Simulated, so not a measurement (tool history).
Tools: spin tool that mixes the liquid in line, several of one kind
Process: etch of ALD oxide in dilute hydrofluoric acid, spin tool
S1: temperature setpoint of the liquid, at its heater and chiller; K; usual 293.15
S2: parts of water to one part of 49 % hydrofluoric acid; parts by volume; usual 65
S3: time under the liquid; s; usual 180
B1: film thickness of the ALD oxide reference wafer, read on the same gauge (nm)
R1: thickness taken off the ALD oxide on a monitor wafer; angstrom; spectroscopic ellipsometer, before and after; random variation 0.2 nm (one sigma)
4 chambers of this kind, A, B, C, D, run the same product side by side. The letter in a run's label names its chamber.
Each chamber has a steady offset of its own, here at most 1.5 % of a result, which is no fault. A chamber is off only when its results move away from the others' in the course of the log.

{"run": "1B", "day": 0.433, "S1": 293.15, "S2": 65, "S3": 180, "B1": 70.005, "R1": 278.02}
{"run": "2A", "day": 0.708, "S1": 293.15, "S2": 65, "S3": 180, "B1": 70.018, "R1": 282.25}
{"day": 0.962, "done": "chamber A: hydrofluoric acid flow meter replaced"}
{"run": "3C", "day": 1.004, "S1": 293.15, "S2": 65, "S3": 180, "B1": 69.963, "R1": 283.26}
{"run": "4D", "day": 1.417, "S1": 293.15, "S2": 65, "S3": 180, "B1": 69.983, "R1": 288.33}
{"run": "5B", "day": 1.829, "S1": 293.15, "S2": 65, "S3": 180, "B1": 69.974, "R1": 282.47}
{"run": "6D", "day": 2.175, "S1": 293.15, "S2": 65, "S3": 180, "B1": 70.029, "R1": 285.71}
{"run": "7C", "day": 2.396, "S1": 293.15, "S2": 65, "S3": 180, "B1": 70, "R1": 289.19}
{"run": "8A", "day": 2.842, "S1": 293.15, "S2": 65, "S3": 180, "B1": 69.985, "R1": 281.01}
{"run": "9A", "day": 3.138, "S1": 293.15, "S2": 65, "S3": 180, "B1": 70.009, "R1": 282.96}
{"run": "10D", "day": 3.562, "S1": 293.15, "S2": 65, "S3": 180, "B1": 70.006, "R1": 283.9}
{"run": "11B", "day": 3.854, "S1": 293.15, "S2": 65, "S3": 180, "B1": 70.033, "R1": 278.14}
{"run": "12C", "day": 4.142, "S1": 293.15, "S2": 65, "S3": 75, "B1": 69.99, "R1": 122.8}
{"run": "13D", "day": 4.462, "S1": 293.15, "S2": 65, "S3": 75, "B1": 70.006, "R1": 117.39}
{"run": "14A", "day": 4.875, "S1": 293.15, "S2": 65, "S3": 75, "B1": 69.999, "R1": 116.49}
{"run": "15B", "day": 5.258, "S1": 293.15, "S2": 65, "S3": 75, "B1": 69.992, "R1": 116.55}
{"run": "16C", "day": 5.596, "S1": 293.15, "S2": 65, "S3": 180, "B1": 70.013, "R1": 301.58}
{"run": "17A", "day": 5.875, "S1": 293.15, "S2": 90, "S3": 180, "B1": 70.013, "R1": 196.47}
{"run": "18D", "day": 6.1, "S1": 293.15, "S2": 90, "S3": 180, "B1": 70.004, "R1": 198.3}
{"run": "19B", "day": 6.512, "S1": 293.15, "S2": 90, "S3": 180, "B1": 70.018, "R1": 196.86}
{"run": "20C", "day": 6.725, "S1": 293.15, "S2": 90, "S3": 180, "B1": 70.034, "R1": 212.72}
{"run": "21C", "day": 7.146, "S1": 293.15, "S2": 65, "S3": 180, "B1": 69.998, "R1": 309.43}
{"run": "22D", "day": 7.362, "S1": 291.15, "S2": 65, "S3": 180, "B1": 69.995, "R1": 259.47}
{"run": "23B", "day": 7.804, "S1": 291.15, "S2": 65, "S3": 180, "B1": 70.02, "R1": 257.67}
{"run": "24A", "day": 8.233, "S1": 291.15, "S2": 65, "S3": 180, "B1": 70.016, "R1": 259.44}

Is one chamber off against the others, does the gauge drift, or is nothing wrong? If a chamber is off, say which, and what the likeliest cause is.

Chamber C drifts away from the others.
Cause: hydrofluoric acid flow above the setpoint (%) = 9.34.
The log may not tell that from: liquid hotter than its thermometer reads (K).

Here are 4 candidates for chamber C's next run, each the usual settings with a change, their results left as question marks. Which one brings its results back in line with what the others give on the usual settings?
In line means no further than this from the other chambers' mean on the usual settings: R1 6.9 angstrom
{"run": "25C-1", "day": 8.575, "S1": 298.15, "S2": 65, "S3": 180, "R1": "?"}
{"run": "25C-2", "day": 8.575, "S1": 293.65, "S2": 65, "S3": 195, "R1": "?"}
{"run": "25C-3", "day": 8.575, "S1": 293.15, "S2": 65, "S3": 165, "R1": "?"}
{"run": "25C-4", "day": 8.575, "S1": 292.65, "S2": 65, "S3": 150, "R1": "?"}

The other chambers' mean on the usual settings: R1 282.63 angstrom
run=25C-1 R1=383.25
run=25C-2 R1=345.36
run=25C-3 R1=286.25
run=25C-4 R1=254.79
25C-3 brings the chamber back in line.
